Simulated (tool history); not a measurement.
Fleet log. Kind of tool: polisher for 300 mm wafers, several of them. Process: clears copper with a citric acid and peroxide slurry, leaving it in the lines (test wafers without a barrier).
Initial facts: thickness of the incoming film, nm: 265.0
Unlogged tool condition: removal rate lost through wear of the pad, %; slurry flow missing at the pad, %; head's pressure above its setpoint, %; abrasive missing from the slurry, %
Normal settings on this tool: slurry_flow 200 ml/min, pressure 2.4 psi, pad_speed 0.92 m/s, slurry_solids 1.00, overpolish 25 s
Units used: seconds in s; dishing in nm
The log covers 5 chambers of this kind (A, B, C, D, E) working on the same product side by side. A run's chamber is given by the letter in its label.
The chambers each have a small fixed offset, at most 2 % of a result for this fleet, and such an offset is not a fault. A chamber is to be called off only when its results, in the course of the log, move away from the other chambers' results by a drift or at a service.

| run | hour | slurry_flow | pressure | pad_speed | slurry_solids | overpolish | wafers polished on this pad | hours since the slurry nozzle was cleaned | hours since the head pressure was calibrated | hours since the slurry blender was calibrated | seconds | dishing |
|---|---|---|---|---|---|---|---|---|---|---|---|---|
| 1D | 7.0 | 200 | 2.4 | 0.92 | 1.00 | 25 | 473 | 290.3 | 461.0 | 47.5 | 151.62 | 30.523 |
| 2C | 12.8 | 200 | 2.4 | 0.92 | 1.00 | 25 | 826 | 75.0 | 584.2 | 282.4 | 153.71 | 30.384 |
| 3E | 16.4 | 200 | 2.4 | 0.92 | 1.00 | 25 | 379 | 511.4 | 762.8 | 304.3 | 152.90 | 29.794 |
|  | 17.9 | chamber B: worn pad replaced by a new one |
| 4A | 20.0 | 200 | 2.4 | 0.92 | 1.00 | 25 | 944 | 210.0 | 27.3 | 97.0 | 148.07 | 29.767 |
| 5B | 26.5 | 200 | 2.4 | 0.70 | 1.30 | 25 | 61 | 137.6 | 833.8 | 122.8 | 184.73 | 25.362 |
|  | 28.0 | chamber C: slurry blender recalibrated |
| 6A | 30.0 | 200 | 2.4 | 0.70 | 1.30 | 25 | 1016 | 220.0 | 37.3 | 107.0 | 184.57 | 24.701 |
| 7D | 34.9 | 200 | 2.4 | 0.70 | 1.30 | 25 | 672 | 318.2 | 488.9 | 75.4 | 184.22 | 25.682 |
| 8E | 40.5 | 200 | 2.4 | 0.70 | 1.30 | 25 | 550 | 535.5 | 786.9 | 328.4 | 183.70 | 25.199 |
|  | 41.9 | chamber A: worn pad replaced by a new one |
|  | 42.8 | chamber E: slurry nozzle cleaned |
|  | 44.1 | chamber D: slurry nozzle cleaned |
| 9C | 45.0 | 200 | 2.4 | 0.70 | 1.30 | 25 | 1056 | 107.2 | 616.4 | 17.0 | 182.90 | 25.224 |
| 10B | 50.6 | 200 | 2.4 | 0.92 | 1.00 | 25 | 233 | 161.7 | 857.9 | 146.9 | 151.62 | 30.536 |
|  | 51.7 | chamber D: slurry blender recalibrated |
| 11C | 55.5 | 200 | 2.4 | 1.20 | 1.00 | 25 | 1130 | 117.7 | 626.9 | 27.5 | 115.20 | 36.465 |
| 12B | 61.5 | 200 | 2.4 | 1.20 | 1.00 | 25 | 310 | 172.6 | 868.8 | 157.8 | 116.03 | 37.381 |
| 13E | 67.4 | 200 | 2.4 | 1.20 | 1.00 | 25 | 742 | 24.7 | 813.8 | 355.3 | 116.27 | 37.700 |
| 14A | 72.9 | 200 | 2.4 | 1.20 | 1.00 | 25 | 221 | 262.9 | 80.2 | 149.9 | 117.23 | 36.768 |
| 15D | 76.5 | 200 | 2.4 | 1.20 | 1.00 | 25 | 968 | 32.5 | 530.5 | 24.8 | 120.41 | 37.570 |
|  | 81.0 | chamber C: worn pad replaced by a new one |
| 16A | 81.0 | 200 | 2.4 | 0.92 | 1.00 | 25 | 278 | 271.0 | 88.3 | 158.0 | 153.53 | 29.764 |
| 17B | 86.6 | 200 | 2.4 | 0.92 | 1.00 | 25 | 489 | 197.7 | 893.9 | 182.9 | 150.06 | 30.118 |
|  | 87.4 | chamber A: slurry blender recalibrated |
| 18D | 92.0 | 200 | 2.4 | 0.92 | 1.00 | 25 | 1079 | 48.0 | 546.0 | 40.3 | 153.32 | 30.414 |
|  | 97.1 | chamber E: slurry blender recalibrated |
| 19E | 97.3 | 200 | 2.4 | 0.92 | 1.00 | 25 | 955 | 54.6 | 843.7 | 0.2 | 145.13 | 30.623 |
| 20C | 103.8 | 200 | 2.4 | 0.64 | 1.00 | 25 | 162 | 166.0 | 675.2 | 75.8 | 211.27 | 21.813 |
| 21E | 110.0 | 200 | 2.4 | 0.64 | 1.00 | 25 | 1046 | 67.3 | 856.4 | 12.9 | 209.74 | 22.340 |
|  | 111.5 | chamber D: worn pad replaced by a new one |
| 22A | 114.7 | 200 | 2.4 | 0.64 | 1.00 | 25 | 518 | 304.7 | 122.0 | 27.4 | 214.93 | 21.910 |
|  | 119.4 | chamber C: head pressure recalibrated |
| 23C | 121.0 | 200 | 2.4 | 0.64 | 1.00 | 25 | 285 | 183.2 | 1.7 | 93.0 | 212.18 | 21.905 |
|  | 125.6 | chamber B: slurry blender recalibrated |
| 24B | 126.5 | 200 | 2.4 | 0.64 | 1.00 | 25 | 773 | 237.6 | 933.8 | 1.0 | 219.36 | 22.311 |
| 25D | 132.5 | 200 | 2.4 | 0.92 | 1.00 | 25 | 150 | 88.5 | 586.5 | 80.8 | 152.30 | 30.234 |
|  | 134.2 | chamber E: worn pad replaced by a new one |
| 26D | 137.9 | 200 | 2.4 | 1.20 | 1.30 | 25 | 188 | 93.9 | 591.9 | 86.2 | 109.77 | 39.918 |
| 27A | 141.6 | 200 | 2.4 | 1.20 | 1.30 | 25 | 710 | 331.6 | 148.9 | 54.3 | 109.10 | 38.759 |
| 28E | 145.4 | 200 | 2.4 | 1.20 | 1.30 | 25 | 79 | 102.7 | 891.8 | 48.3 | 107.85 | 39.238 |
| 29B | 150.4 | 200 | 2.4 | 1.20 | 1.30 | 25 | 944 | 261.5 | 957.7 | 24.9 | 112.02 | 40.018 |
| 30C | 155.3 | 200 | 2.4 | 1.20 | 1.30 | 25 | 529 | 217.5 | 36.0 | 127.3 | 108.27 | 38.416 |
| 31B | 162.2 | 200 | 2.4 | 0.92 | 1.00 | 25 | 1028 | 273.3 | 969.5 | 36.7 | 149.38 | 30.247 |
| 32E | 166.3 | 200 | 2.4 | 0.92 | 1.00 | 25 | 228 | 123.6 | 912.7 | 69.2 | 145.83 | 30.549 |
|  | 169.1 | chamber D: slurry blender recalibrated |
| 33C | 171.0 | 200 | 2.4 | 0.92 | 1.00 | 25 | 641 | 233.2 | 51.7 | 143.0 | 151.66 | 30.339 |
| 34A | 174.7 | 165 | 2.4 | 0.92 | 1.15 | 25 | 946 | 364.7 | 182.0 | 87.4 | 150.95 | 30.177 |
| 35D | 180.4 | 165 | 2.4 | 0.92 | 1.15 | 25 | 491 | 136.4 | 634.4 | 11.4 | 146.50 | 30.392 |
| 36D | 186.1 | 165 | 2.4 | 0.92 | 1.15 | 25 | 532 | 142.1 | 640.1 | 17.1 | 155.77 | 31.161 |
| 37B | 193.1 | 165 | 2.4 | 0.92 | 1.15 | 25 | 1248 | 304.2 | 1000.4 | 67.6 | 152.12 | 30.313 |
| 38C | 196.4 | 165 | 2.4 | 0.92 | 1.15 | 25 | 822 | 258.6 | 77.1 | 168.4 | 148.94 | 29.831 |
| 39A | 201.2 | 200 | 2.4 | 0.92 | 1.00 | 25 | 1135 | 391.2 | 208.5 | 113.9 | 152.76 | 29.722 |
| 40E | 206.6 | 200 | 2.4 | 0.92 | 1.00 | 25 | 516 | 163.9 | 953.0 | 109.5 | 149.85 | 30.242 |

Is one chamber out of step, is the gauge drifting, or do the chambers differ by no more than their own small offsets? For an off chamber, give its letter and the likeliest cause.

All chambers stay in line apart from their small fixed offsets, and the gauge does not drift.
